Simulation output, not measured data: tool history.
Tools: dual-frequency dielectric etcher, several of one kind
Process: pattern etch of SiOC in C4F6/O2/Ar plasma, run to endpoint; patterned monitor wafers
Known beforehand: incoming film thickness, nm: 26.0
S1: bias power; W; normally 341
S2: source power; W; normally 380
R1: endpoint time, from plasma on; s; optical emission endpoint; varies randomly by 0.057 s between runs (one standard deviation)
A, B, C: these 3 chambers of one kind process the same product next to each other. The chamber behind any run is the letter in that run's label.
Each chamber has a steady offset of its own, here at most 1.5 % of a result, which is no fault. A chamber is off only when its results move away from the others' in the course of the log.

run	hour	S1	S2	R1
1B	6.5	341	380	10.158
2C	13.4	341	380	10.309
3A	17.3	341	380	10.231
4A	21.8	341	380	10.214
5B	26.3	411	290	10.621
6C	32.3	411	290	10.67
# hour 33.4: chamber A: wet clean of the chamber
7B	39.2	411	290	10.528
8A	43.4	341	380	10.218
9C	46.7	341	380	10.27
10A	53.1	341	380	10.221
11C	58.4	341	380	10.386
12B	65.8	341	380	10.167
13C	70	397	380	9.7411
14B	73.7	397	380	9.6305
15A	79.7	397	380	9.6411
16C	85.6	341	380	10.312
17A	93.1	341	380	10.214
18B	99.6	372	430	9.2959
19A	104.1	372	430	9.4868
# hour 106: chamber C: wet clean of the chamber
20B	108.1	372	430	9.2494
21C	112.9	341	380	10.274
# hour 117.9: chamber C: source power generator calibrated
22C	119.7	424	290	10.587
23A	125.7	424	290	10.451
24B	129.8	424	290	10.194
25C	133.6	341	380	10.337
26B	138.8	341	380	9.9443
27A	145.8	341	380	10.104
28A	152.8	341	380	10.195
29B	157.9	341	380	9.9162
30C	161.4	341	380	10.376
31C	168.5	393	460	9.1367
32B	172.3	393	460	8.7226
33A	178.3	393	460	9.1189
34A	184.3	263	430	10.808

Decide between three cases: one chamber stands off from its peers, the gauge reading all wafers drifts, or nothing is wrong past each chamber's small offset. Where a chamber is off, say which and what most likely put it there.

Chamber B drifts away from the others.
Likeliest cause: etch rate over this chamber's usual, % = 4.4.

Here are 4 candidates for chamber B's next run, each the usual settings with a change, their results left as question marks. Which one brings its results back in line with what the others give on the usual settings?
Allowed miss from the other chambers' usual-settings mean, per result, to count as in line: R1 0.2 s
35B-1	189.7	364	410	?
35B-2	189.7	318	350	?
35B-3	189.7	332	370	?
35B-4	189.7	341	400	?

What the other chambers average on the usual settings: R1 10.297 s
run	R1
35B-1	9.2635
35B-2	10.312
35B-3	9.9466
35B-4	9.5669
With 35B-2, the chamber falls back in line with the rest.
